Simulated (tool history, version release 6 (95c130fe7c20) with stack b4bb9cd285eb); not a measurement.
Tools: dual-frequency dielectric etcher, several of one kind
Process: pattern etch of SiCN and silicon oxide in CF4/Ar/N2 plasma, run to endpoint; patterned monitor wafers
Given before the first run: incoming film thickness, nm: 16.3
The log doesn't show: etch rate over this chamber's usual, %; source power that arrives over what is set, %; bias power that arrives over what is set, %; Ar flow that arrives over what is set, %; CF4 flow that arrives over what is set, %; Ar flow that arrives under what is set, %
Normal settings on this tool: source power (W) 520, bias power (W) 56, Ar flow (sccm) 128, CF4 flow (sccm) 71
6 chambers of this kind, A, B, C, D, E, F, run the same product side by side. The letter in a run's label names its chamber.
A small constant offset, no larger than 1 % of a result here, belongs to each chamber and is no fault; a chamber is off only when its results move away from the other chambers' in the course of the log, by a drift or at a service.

run     day  source power (W)  bias power (W)  Ar flow (sccm)  CF4 flow (sccm)  hours since the last wet clean  hours since the last source power generator calibration  hours since the last bias power generator calibration  hours since the last Ar flow controller change  hours since the last CF4 flow controller change  endpoint time (s)
 1C   0.471               520              56             128               71                           375.3                                                   2544.9                                                  408.9                                            1832                                           2464.2             18.826
 2A   0.842               520              56             128               71                           339.9                                                    513.2                                                  563.1                                           447.8                                           2516.5             18.838
 3E   1.225               520              56             128               71                           311.8                                                   2111.4                                                 2104.2                                          3292.6                                           2199.9             18.846
 4B   1.808               520              56             128               71                           282.7                                                   2379.1                                                 3237.7                                          1849.7                                           2029.8             18.491
 5D   2.096               520              56             128               71                           205.7                                                   1541.5                                                 1316.1                                          1982.3                                            214.7             18.784
 6F   2.479               520              56             128               71                           160.6                                                   3311.1                                                 2096.2                                            4156                                           2037.8             18.862
 7C   2.742               460              61             128               71                           429.8                                                   2599.4                                                  463.4                                          1886.5                                           2518.7             20.399
 8A   3.242               460              61             128               71                           397.5                                                    570.8                                                  620.7                                           505.4                                           2574.1             20.354
 9F   3.679               460              61             128               71                           189.4                                                   3339.9                                                   2125                                          4184.8                                           2066.6             20.604
10E    3.95               460              61             128               71                           377.2                                                   2176.8                                                 2169.6                                            3358                                           2265.3             20.411
11B   4.292               460              61             128               71                           342.3                                                   2438.7                                                 3297.3                                          1909.3                                           2089.4             20.078
12D   4.875               460              61             128               71                           272.4                                                   1608.2                                                 1382.8                                            2049                                            281.4              20.12
13B    5.35               520              56             128               71                           367.7                                                   2464.1                                                 3322.7                                          1934.7                                           2114.8             18.724
14F   5.883               620              56             128               71                           242.3                                                   3392.8                                                 2177.9                                          4237.7                                           2119.5             16.152
15A   6.146               620              56             128               71                           467.2                                                    640.5                                                  690.4                                           575.1                                           2643.8             16.148
16D   6.754               620              56             128               71                           317.5                                                   1653.3                                                 1427.9                                          2094.1                                            326.5             15.915
17E   7.271               620              56             128               71                           456.9                                                   2256.5                                                 2249.3                                          3437.7                                             2345             16.084
18C   7.571               620              56             128               71                           545.7                                                   2715.3                                                  579.3                                          2002.4                                           2634.6             16.098
19C   8.083               620              56             128               71                             558                                                   2727.6                                                  591.6                                          2014.7                                           2646.9             16.101
      8.229  -- chamber C: source power generator calibrated
20B   8.533               520              56             128               71                           444.1                                                   2540.5                                                 3399.1                                          2011.1                                           2191.2             18.604
21F   8.958               520              56             128               71                           316.1                                                   3466.6                                                 2251.7                                          4311.5                                           2193.3             18.964
      9.167  -- chamber C: wet clean of the chamber
22E   9.508               520              56             128               71                           510.6                                                   2310.2                                                   2303                                          3491.4                                           2398.7             18.953
23D   9.808               520              56             128               71                           390.8                                                   1726.6                                                 1501.2                                          2167.4                                            399.8             18.473
24A  10.079               520              56             128               71                           561.6                                                    734.9                                                  784.8                                           669.5                                           2738.2             18.859
25C  10.346               520              56             128               71                            28.4                                                     50.9                                                  645.9                                            2069                                           2701.2             18.824
26A  10.862               520              56             128               71                           580.4                                                    753.7                                                  803.6                                           688.3                                             2757              18.91
27F  11.342               520              56             128               71                           373.3                                                   3523.8                                                 2308.9                                          4368.7                                           2250.5             19.004
28B  11.788               520              56             128               71                           522.2                                                   2618.6                                                 3477.2                                          2089.2                                           2269.3             18.631
29D  12.321               520              56             128               71                           451.1                                                   1786.9                                                 1561.5                                          2227.7                                            460.1             18.437
30E  12.667               520              56             128               71                           586.4                                                     2386                                                 2378.8                                          3567.2                                           2474.5             18.813
31A  13.258               520              56             128               71                           637.9                                                    811.2                                                  861.1                                           745.8                                           2814.5             18.894
32D  13.662               520              56             128               71                           483.3                                                   1819.1                                                 1593.7                                          2259.9                                            492.3             18.422
33E  13.942               520              56             128               71                             617                                                   2416.6                                                 2409.4                                          3597.8                                           2505.1             18.836
     14.221  -- chamber B: wet clean of the chamber
34B  14.421               520              56             128               71                             4.9                                                   2681.8                                                 3540.4                                          2152.4                                           2332.5             18.698
     14.846  -- chamber A: wet clean of the chamber
35C  14.867               520              56             128               71                           136.9                                                    159.4                                                  754.4                                          2177.5                                           2809.7             18.821
36F  15.333               520              56             117               82                           469.1                                                   3619.6                                                 2404.7                                          4464.5                                           2346.3             18.117
       15.5  -- chamber E: wet clean of the chamber
37A  15.754               520              56             117               82                            21.8                                                    871.1                                                    921                                           805.7                                           2874.4             18.018
38B  16.079               520              56             117               82                            44.7                                                   2721.6                                                 3580.2                                          2192.2                                           2372.3              17.88
39E  16.638               520              56             117               82                            27.3                                                   2481.3                                                 2474.1                                          3662.5                                           2569.8             18.067
40D  16.942               520              56             117               82                             562                                                   1897.8                                                 1672.4                                          2338.6                                              571             17.483

Next, every chamber runs the same settings. What will each give?
41A  17.375               520              52             128               71                                                                                                                                                                                                                                                                   ?
41B  17.375               520              52             128               71                                                                                                                                                                                                                                                                   ?
41C  17.375               520              52             128               71                                                                                                                                                                                                                                                                   ?
41D  17.375               520              52             128               71                                                                                                                                                                                                                                                                   ?
41E  17.375               520              52             128               71                                                                                                                                                                                                                                                                   ?
41F  17.375               520              52             128               71                                                                                                                                                                                                                                                                   ?

run  endpoint time (s)
41A              19.33
41B             19.076
41C             19.312
41D             18.643
41E             19.291
41F             19.404

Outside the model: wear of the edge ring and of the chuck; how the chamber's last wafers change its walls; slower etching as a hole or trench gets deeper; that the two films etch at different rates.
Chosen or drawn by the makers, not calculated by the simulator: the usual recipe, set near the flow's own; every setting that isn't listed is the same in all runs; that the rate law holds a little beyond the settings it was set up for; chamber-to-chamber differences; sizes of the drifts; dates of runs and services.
